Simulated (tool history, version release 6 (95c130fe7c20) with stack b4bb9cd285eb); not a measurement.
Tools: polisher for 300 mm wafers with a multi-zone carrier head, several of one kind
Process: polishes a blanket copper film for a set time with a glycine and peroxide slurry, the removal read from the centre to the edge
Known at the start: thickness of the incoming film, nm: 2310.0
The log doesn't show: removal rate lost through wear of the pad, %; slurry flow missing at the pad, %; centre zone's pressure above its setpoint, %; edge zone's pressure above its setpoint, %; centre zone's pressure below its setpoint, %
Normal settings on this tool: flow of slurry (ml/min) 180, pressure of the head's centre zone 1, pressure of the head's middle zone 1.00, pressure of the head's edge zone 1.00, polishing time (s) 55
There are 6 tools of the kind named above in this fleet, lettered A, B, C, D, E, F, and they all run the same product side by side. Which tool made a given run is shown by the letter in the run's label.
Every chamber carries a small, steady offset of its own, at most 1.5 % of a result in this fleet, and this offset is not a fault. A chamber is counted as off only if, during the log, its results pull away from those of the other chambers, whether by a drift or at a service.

| run | hour | flow of slurry (ml/min) | pressure of the head's centre zone | pressure of the head's middle zone | pressure of the head's edge zone | polishing time (s) | wafers polished on this pad | hours since the slurry nozzle was cleaned | hours since the centre zone pressure was calibrated | hours since the edge zone pressure was calibrated | film removed at the wafer's centre (angstrom) | film removed at mid-radius (angstrom) | film removed at the wafer's edge (angstrom) |
|---|---|---|---|---|---|---|---|---|---|---|---|---|---|
|  | 4.1 | chamber D: slurry nozzle cleaned |
| 1F | 6.2 | 180 | 1 | 1.00 | 1.00 | 55 | 378 | 20.5 | 413.3 | 40.8 | 3713.5 | 3684.8 | 3644.2 |
| 2B | 11.3 | 180 | 1 | 1.00 | 1.00 | 55 | 1010 | 95.0 | 289.2 | 151.7 | 3642.7 | 3676.2 | 3645.1 |
|  | 16.3 | chamber E: worn pad replaced by a new one |
| 3D | 17.1 | 180 | 1 | 1.00 | 1.00 | 55 | 675 | 13.1 | 333.3 | 264.1 | 3640.6 | 3696.0 | 3700.9 |
| 4C | 27.8 | 180 | 1 | 1.00 | 1.00 | 55 | 549 | 89.7 | 1225.0 | 231.3 | 3707.0 | 3643.9 | 3704.2 |
| 5A | 36.1 | 180 | 1 | 1.00 | 1.00 | 55 | 671 | 300.5 | 789.7 | 824.7 | 3664.6 | 3685.5 | 3715.1 |
| 6E | 44.6 | 180 | 1 | 0.94 | 1.00 | 55 | 384 | 189.2 | 533.9 | 701.1 | 3652.6 | 3520.8 | 3708.2 |
|  | 45.1 | chamber C: worn pad replaced by a new one |
| 7B | 51.8 | 180 | 1 | 0.94 | 1.00 | 55 | 1560 | 135.5 | 329.7 | 192.2 | 3616.2 | 3497.1 | 3637.4 |
|  | 55.9 | chamber A: worn pad replaced by a new one |
|  | 58.7 | chamber A: centre zone pressure recalibrated |
| 8A | 61.2 | 180 | 1 | 0.94 | 1.00 | 55 | 73 | 325.6 | 2.5 | 849.8 | 3718.2 | 3529.8 | 3684.4 |
|  | 66.5 | chamber D: worn pad replaced by a new one |
| 9D | 72.3 | 180 | 1 | 0.94 | 1.00 | 55 | 79 | 68.3 | 388.5 | 319.3 | 3634.5 | 3479.3 | 3665.7 |
|  | 77.5 | chamber F: worn pad replaced by a new one |
|  | 79.9 | chamber E: worn pad replaced by a new one |
| 10C | 79.9 | 180 | 1 | 0.94 | 1.00 | 55 | 473 | 141.8 | 1277.1 | 283.4 | 3678.3 | 3426.3 | 3624.4 |
| 11E | 89.2 | 180 | 1 | 0.94 | 1.00 | 55 | 126 | 233.8 | 578.5 | 745.7 | 3681.8 | 3468.4 | 3698.0 |
| 12F | 97.0 | 180 | 1 | 1.00 | 1.00 | 55 | 265 | 111.3 | 504.1 | 131.6 | 3684.2 | 3650.2 | 3680.4 |
| 13A | 102.9 | 180 | 1 | 1.00 | 1.00 | 55 | 639 | 367.3 | 44.2 | 891.5 | 3694.4 | 3743.7 | 3675.8 |
|  | 103.9 | chamber D: centre zone pressure recalibrated |
| 14B | 108.2 | 180 | 1 | 1.00 | 1.00 | 55 | 2327 | 191.9 | 386.1 | 248.6 | 3575.0 | 3628.3 | 3620.6 |
| 15F | 114.2 | 230 | 1 | 1.00 | 1.00 | 64 | 499 | 128.5 | 521.3 | 148.8 | 4453.4 | 4431.5 | 4417.0 |
|  | 116.5 | chamber E: edge zone pressure recalibrated |
|  | 122.4 | chamber C: worn pad replaced by a new one |
| 16D | 122.4 | 230 | 1 | 1.00 | 1.00 | 64 | 760 | 118.4 | 18.5 | 369.4 | 4428.6 | 4382.0 | 4385.5 |
| 17E | 132.7 | 230 | 1 | 1.00 | 1.00 | 64 | 717 | 277.3 | 622.0 | 16.2 | 4394.6 | 4385.6 | 4452.4 |
|  | 137.6 | chamber C: centre zone pressure recalibrated |
|  | 141.4 | chamber A: worn pad replaced by a new one |
| 18C | 142.6 | 230 | 1 | 1.00 | 1.00 | 64 | 275 | 204.5 | 5.1 | 346.1 | 4463.9 | 4369.8 | 4334.9 |
| 19F | 151.4 | 230 | 1 | 1.00 | 1.00 | 64 | 1004 | 165.7 | 558.5 | 186.0 | 4463.7 | 4408.3 | 4400.5 |
|  | 152.3 | chamber E: worn pad replaced by a new one |
|  | 155.9 | chamber F: worn pad replaced by a new one |
| 20E | 159.5 | 230 | 1 | 1.00 | 1.00 | 64 | 99 | 304.1 | 648.8 | 43.0 | 4463.8 | 4367.7 | 4393.7 |
|  | 159.9 | chamber D: edge zone pressure recalibrated |
| 21C | 169.9 | 180 | 1 | 1.00 | 1.00 | 55 | 646 | 231.8 | 32.4 | 373.4 | 3722.9 | 3591.6 | 3674.9 |
|  | 173.7 | chamber F: centre zone pressure recalibrated |
| 22D | 178.8 | 180 | 1 | 1.00 | 1.09 | 49 | 1526 | 174.8 | 74.9 | 18.9 | 3254.3 | 3289.8 | 3388.4 |
|  | 178.9 | chamber A: edge zone pressure recalibrated |
|  | 184.1 | chamber D: worn pad replaced by a new one |
|  | 189.0 | chamber C: worn pad replaced by a new one |
| 23A | 189.0 | 180 | 1 | 1.00 | 1.09 | 49 | 647 | 453.4 | 130.3 | 10.1 | 3277.5 | 3335.8 | 3440.6 |
|  | 197.1 | chamber C: edge zone pressure recalibrated |
| 24B | 197.3 | 180 | 1 | 1.00 | 1.09 | 49 | 3537 | 281.0 | 475.2 | 337.7 | 3156.8 | 3158.4 | 3315.1 |
| 25D | 206.9 | 180 | 1 | 1.00 | 1.09 | 49 | 310 | 202.9 | 103.0 | 47.0 | 3261.8 | 3267.3 | 3418.5 |
|  | 212.3 | chamber F: slurry nozzle cleaned |
| 26E | 215.8 | 180 | 1 | 1.00 | 1.09 | 49 | 864 | 360.4 | 705.1 | 99.3 | 3266.6 | 3266.8 | 3455.8 |
|  | 216.5 | chamber A: worn pad replaced by a new one |
| 27F | 222.3 | 180 | 1 | 1.00 | 1.09 | 49 | 903 | 10.1 | 48.6 | 256.9 | 3309.6 | 3278.6 | 3463.4 |
| 28C | 228.9 | 180 | 1 | 1.00 | 1.00 | 38 | 542 | 290.8 | 91.4 | 31.9 | 2562.1 | 2513.1 | 2538.0 |
|  | 232.0 | chamber E: worn pad replaced by a new one |
| 29B | 238.0 | 180 | 1 | 1.00 | 1.00 | 38 | 4090 | 321.7 | 515.9 | 378.4 | 2418.7 | 2456.1 | 2444.4 |
|  | 245.6 | chamber B: edge zone pressure recalibrated |
| 30A | 248.0 | 180 | 1 | 1.00 | 1.00 | 38 | 428 | 512.4 | 189.3 | 69.1 | 2530.8 | 2561.7 | 2510.0 |
|  | 248.4 | chamber C: worn pad replaced by a new one |
|  | 252.4 | chamber E: centre zone pressure recalibrated |
|  | 255.4 | chamber F: worn pad replaced by a new one |
| 31C | 259.1 | 180 | 1 | 1.00 | 1.00 | 38 | 145 | 321.0 | 121.6 | 62.1 | 2540.9 | 2526.6 | 2495.0 |
| 32A | 270.3 | 180 | 1 | 1.00 | 1.00 | 38 | 731 | 534.7 | 211.6 | 91.4 | 2533.9 | 2526.3 | 2553.5 |
| 33B | 275.9 | 180 | 1 | 1.00 | 1.00 | 38 | 4605 | 359.6 | 553.8 | 30.4 | 2413.3 | 2415.4 | 2454.3 |
| 34D | 283.5 | 180 | 1 | 1.00 | 1.00 | 55 | 1351 | 279.5 | 179.6 | 123.6 | 3627.5 | 3644.1 | 3674.4 |
| 35F | 293.6 | 180 | 1 | 1.00 | 1.00 | 55 | 520 | 81.4 | 119.9 | 328.2 | 3719.9 | 3669.2 | 3703.2 |
|  | 303.0 | chamber A: worn pad replaced by a new one |
| 36E | 304.7 | 180 | 1 | 1.00 | 1.00 | 55 | 988 | 449.3 | 52.4 | 188.2 | 3664.5 | 3690.2 | 3720.3 |
| 37F | 309.7 | 180 | 1 | 1.00 | 1.00 | 55 | 739 | 97.5 | 136.0 | 344.3 | 3704.3 | 3654.2 | 3657.0 |
|  | 314.1 | chamber B: centre zone pressure recalibrated |
| 38A | 314.8 | 180 | 1 | 1.00 | 1.00 | 55 | 161 | 579.2 | 256.1 | 135.9 | 3667.9 | 3716.5 | 3724.5 |
| 39B | 324.2 | 180 | 1 | 1.00 | 1.00 | 55 | 5261 | 407.9 | 10.2 | 78.7 | 3445.4 | 3529.1 | 3486.6 |

Next, all 6 chambers run the settings below, one line each with question marks for the results. What does each chamber give?
| 40A | 332.2 | 180 | 1 | 1.00 | 1.00 | 37 |  |  |  |  | ? | ? | ? |
| 40B | 332.2 | 180 | 1 | 1.00 | 1.00 | 37 |  |  |  |  | ? | ? | ? |
| 40C | 332.2 | 180 | 1 | 1.00 | 1.00 | 37 |  |  |  |  | ? | ? | ? |
| 40D | 332.2 | 180 | 1 | 1.00 | 1.00 | 37 |  |  |  |  | ? | ? | ? |
| 40E | 332.2 | 180 | 1 | 1.00 | 1.00 | 37 |  |  |  |  | ? | ? | ? |
| 40F | 332.2 | 180 | 1 | 1.00 | 1.00 | 37 |  |  |  |  | ? | ? | ? |

| run | film removed at the wafer's centre (angstrom) | film removed at mid-radius (angstrom) | film removed at the wafer's edge (angstrom) |
|---|---|---|---|
| 40A | 2445.8 | 2471.3 | 2476.8 |
| 40B | 2336.2 | 2340.9 | 2359.9 |
| 40C | 2484.1 | 2419.6 | 2461.5 |
| 40D | 2467.0 | 2471.3 | 2460.6 |
| 40E | 2434.2 | 2510.1 | 2484.8 |
| 40F | 2497.6 | 2443.9 | 2473.7 |
